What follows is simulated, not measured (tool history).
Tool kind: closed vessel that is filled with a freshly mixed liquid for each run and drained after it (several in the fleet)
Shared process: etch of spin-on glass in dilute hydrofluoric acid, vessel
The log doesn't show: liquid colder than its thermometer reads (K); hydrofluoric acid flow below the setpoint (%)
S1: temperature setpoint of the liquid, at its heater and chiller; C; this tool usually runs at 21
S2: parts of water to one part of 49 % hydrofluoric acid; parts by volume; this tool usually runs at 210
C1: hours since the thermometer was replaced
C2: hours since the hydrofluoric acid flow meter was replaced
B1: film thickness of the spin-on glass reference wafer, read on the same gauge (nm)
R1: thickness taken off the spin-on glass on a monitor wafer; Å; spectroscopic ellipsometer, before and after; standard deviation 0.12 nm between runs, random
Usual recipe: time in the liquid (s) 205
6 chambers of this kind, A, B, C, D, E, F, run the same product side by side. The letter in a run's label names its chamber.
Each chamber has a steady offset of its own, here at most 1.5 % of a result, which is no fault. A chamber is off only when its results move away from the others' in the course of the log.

run 1E hour=5 | S1=21 S2=210 time_in_the_liquid_(s)=205 | C1=263.4 C2=741.2 | B1=69.988 | R1=290.39
run 2A hour=11.7 | S1=21 S2=210 time_in_the_liquid_(s)=205 | C1=1117.3 C2=111.8 | B1=70.009 | R1=291.32
run 3F hour=16.5 | S1=21 S2=210 time_in_the_liquid_(s)=205 | C1=1115 C2=504.7 | B1=70.011 | R1=290.06
run 4B hour=22.4 | S1=21 S2=210 time_in_the_liquid_(s)=205 | C1=1438 C2=1995.3 | B1=70.004 | R1=284.86
run 5C hour=31 | S1=21 S2=210 time_in_the_liquid_(s)=205 | C1=736.3 C2=598 | B1=69.993 | R1=288.37
run 6D hour=35.1 | S1=21 S2=210 time_in_the_liquid_(s)=205 | C1=1511.3 C2=314 | B1=70.014 | R1=288.93
run 7A hour=41.8 | S1=21 S2=210 time_in_the_liquid_(s)=205 | C1=1147.4 C2=141.9 | B1=70.002 | R1=290.43
run 8F hour=49.2 | S1=21 S2=210 time_in_the_liquid_(s)=205 | C1=1147.7 C2=537.4 | B1=70.009 | R1=291.45
run 9C hour=56.2 | S1=25.5 S2=125 time_in_the_liquid_(s)=205 | C1=761.5 C2=623.2 | B1=70.019 | R1=627.82
run 10E hour=63.2 | S1=25.5 S2=125 time_in_the_liquid_(s)=205 | C1=321.6 C2=799.4 | B1=70.016 | R1=634.59
run 11B hour=70.2 | S1=25.5 S2=125 time_in_the_liquid_(s)=205 | C1=1485.8 C2=2043.1 | B1=70.023 | R1=618.19
run 12D hour=76.7 | S1=25.5 S2=125 time_in_the_liquid_(s)=205 | C1=1552.9 C2=355.6 | B1=70.011 | R1=628.32
run 13C hour=82.3 | S1=25.5 S2=125 time_in_the_liquid_(s)=205 | C1=787.6 C2=649.3 | B1=69.984 | R1=632.57
run 14F hour=90.7 | S1=25.5 S2=125 time_in_the_liquid_(s)=205 | C1=1189.2 C2=578.9 | B1=69.984 | R1=638.95
run 15B hour=97.5 | S1=21 S2=125 time_in_the_liquid_(s)=205 | C1=1513.1 C2=2070.4 | B1=69.97 | R1=519.3
run 16E hour=104.6 | S1=21 S2=125 time_in_the_liquid_(s)=205 | C1=363 C2=840.8 | B1=70.021 | R1=527.8
run 17A hour=110.3 | S1=21 S2=125 time_in_the_liquid_(s)=205 | C1=1215.9 C2=210.4 | B1=70.002 | R1=531.96
run 18D hour=118.6 | S1=21 S2=125 time_in_the_liquid_(s)=205 | C1=1594.8 C2=397.5 | B1=69.985 | R1=526.94
run 19A hour=124.8 | S1=21 S2=125 time_in_the_liquid_(s)=205 | C1=1230.4 C2=224.9 | B1=70.025 | R1=528.03
-- hour=124.9 chamber F: thermometer replaced
run 20D hour=129.2 | S1=21 S2=125 time_in_the_liquid_(s)=205 | C1=1605.4 C2=408.1 | B1=70.007 | R1=525.1
run 21C hour=137.4 | S1=21 S2=210 time_in_the_liquid_(s)=205 | C1=842.7 C2=704.4 | B1=69.992 | R1=292.89
run 22B hour=142 | S1=21 S2=210 time_in_the_liquid_(s)=205 | C1=1557.6 C2=2114.9 | B1=70.003 | R1=284.29
run 23E hour=147.4 | S1=21 S2=210 time_in_the_liquid_(s)=205 | C1=405.8 C2=883.6 | B1=69.983 | R1=288.49
run 24F hour=152.7 | S1=21 S2=210 time_in_the_liquid_(s)=205 | C1=27.9 C2=640.9 | B1=70.018 | R1=289.96
run 25C hour=159.3 | S1=21 S2=210 time_in_the_liquid_(s)=205 | C1=864.6 C2=726.3 | B1=70.009 | R1=291.75
run 26D hour=165.3 | S1=21 S2=210 time_in_the_liquid_(s)=205 | C1=1641.5 C2=444.2 | B1=70.014 | R1=288.61
run 27B hour=170.8 | S1=21 S2=210 time_in_the_liquid_(s)=205 | C1=1586.4 C2=2143.7 | B1=70.017 | R1=286.86
run 28F hour=177.7 | S1=21 S2=210 time_in_the_liquid_(s)=205 | C1=52.9 C2=665.9 | B1=69.998 | R1=289.6
run 29E hour=184.2 | S1=21 S2=210 time_in_the_liquid_(s)=205 | C1=442.6 C2=920.4 | B1=69.986 | R1=290.28
run 30A hour=192.3 | S1=21 S2=210 time_in_the_liquid_(s)=205 | C1=1297.9 C2=292.4 | B1=70.007 | R1=279.69
run 31F hour=199.6 | S1=24 S2=210 time_in_the_liquid_(s)=205 | C1=74.8 C2=687.8 | B1=69.97 | R1=325.13
run 32E hour=208.1 | S1=24 S2=210 time_in_the_liquid_(s)=205 | C1=466.5 C2=944.3 | B1=70.007 | R1=323.68
run 33B hour=214.8 | S1=24 S2=210 time_in_the_liquid_(s)=205 | C1=1630.4 C2=2187.7 | B1=69.997 | R1=317.93
run 34A hour=219.9 | S1=24 S2=210 time_in_the_liquid_(s)=205 | C1=1325.5 C2=320 | B1=70.001 | R1=311.47
run 35C hour=227.5 | S1=24 S2=210 time_in_the_liquid_(s)=205 | C1=932.8 C2=794.5 | B1=69.999 | R1=325.5
run 36D hour=233.2 | S1=24 S2=210 time_in_the_liquid_(s)=205 | C1=1709.4 C2=512.1 | B1=70.001 | R1=323.49
run 37D hour=240.3 | S1=21 S2=210 time_in_the_liquid_(s)=205 | C1=1716.5 C2=519.2 | B1=70.002 | R1=289.05
run 38C hour=244.9 | S1=21 S2=210 time_in_the_liquid_(s)=205 | C1=950.2 C2=811.9 | B1=69.972 | R1=293.57

All chambers now run identical settings, listed one chamber a line with results as question marks. What results will each chamber show?
run 39A hour=251.1 | S1=21 S2=210 time_in_the_liquid_(s)=255 | R1=?
run 39B hour=251.1 | S1=21 S2=210 time_in_the_liquid_(s)=255 | R1=?
run 39C hour=251.1 | S1=21 S2=210 time_in_the_liquid_(s)=255 | R1=?
run 39D hour=251.1 | S1=21 S2=210 time_in_the_liquid_(s)=255 | R1=?
run 39E hour=251.1 | S1=21 S2=210 time_in_the_liquid_(s)=255 | R1=?
run 39F hour=251.1 | S1=21 S2=210 time_in_the_liquid_(s)=255 | R1=?

run=39A R1=342.64
run=39B R1=355.18
run=39C R1=362.92
run=39D R1=359.32
run=39E R1=358.79
run=39F R1=362.25

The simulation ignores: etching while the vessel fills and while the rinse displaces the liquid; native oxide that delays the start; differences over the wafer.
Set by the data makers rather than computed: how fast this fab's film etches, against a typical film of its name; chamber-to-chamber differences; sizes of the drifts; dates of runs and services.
